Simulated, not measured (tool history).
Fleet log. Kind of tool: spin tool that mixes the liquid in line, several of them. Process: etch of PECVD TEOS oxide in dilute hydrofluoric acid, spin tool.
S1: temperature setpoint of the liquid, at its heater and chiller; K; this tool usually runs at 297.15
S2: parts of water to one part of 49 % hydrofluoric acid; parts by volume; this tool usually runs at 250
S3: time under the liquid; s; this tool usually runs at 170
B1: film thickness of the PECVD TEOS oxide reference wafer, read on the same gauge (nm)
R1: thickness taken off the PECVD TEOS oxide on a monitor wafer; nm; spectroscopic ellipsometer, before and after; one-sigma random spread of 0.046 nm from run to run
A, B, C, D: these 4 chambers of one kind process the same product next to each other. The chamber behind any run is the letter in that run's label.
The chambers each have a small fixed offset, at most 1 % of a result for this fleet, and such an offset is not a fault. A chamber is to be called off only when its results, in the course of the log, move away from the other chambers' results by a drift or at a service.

run	hour	S1	S2	S3	B1	R1
1D	7.1	297.15	250	170	150.02	10.38
2C	14.5	297.15	250	170	149.99	10.229
3B	22.7	297.15	250	170	150.01	10.282
4A	28	297.15	250	170	150.01	10.398
5B	34.5	297.15	250	170	149.99	10.355
6C	40.7	297.15	250	170	150.02	10.189
7D	47	297.15	250	170	150.02	10.3
8A	53.5	297.15	250	170	150.01	10.373
9C	60.2	297.15	250	170	150.01	10.167
10A	63.9	297.15	250	170	149.96	10.371
11B	70.1	297.15	250	170	149.99	10.327
12D	77.5	297.15	250	170	150	10.188
13B	81.6	297.15	160	170	150	17.764
14C	86.9	297.15	160	170	150.01	17.423
15A	92.2	297.15	160	170	150.03	17.79
16D	96.2	297.15	160	170	150.01	17.255
17B	103.6	297.15	250	170	149.99	10.259
18D	110.8	297.15	250	170	150	10.023
19A	116.5	297.15	295	80	150.04	3.9886
20C	121.2	297.15	295	80	149.98	3.9068
# hour 123.8: chamber C: hydrofluoric acid flow meter replaced
21C	128.9	297.15	295	80	149.99	3.9113
22B	132.7	297.15	295	80	150.02	3.93
23D	140.1	297.15	250	170	150.02	10.033
24A	143.8	297.15	250	170	150.01	10.42

For the next run the whole fleet of 4 chambers uses the same settings. Give each chamber's results:
25A	149.7	297.15	295	170		?
25B	149.7	297.15	295	170		?
25C	149.7	297.15	295	170		?
25D	149.7	297.15	295	170		?

run	R1
25A	8.4072
25B	8.367
25C	8.2563
25D	8.0222

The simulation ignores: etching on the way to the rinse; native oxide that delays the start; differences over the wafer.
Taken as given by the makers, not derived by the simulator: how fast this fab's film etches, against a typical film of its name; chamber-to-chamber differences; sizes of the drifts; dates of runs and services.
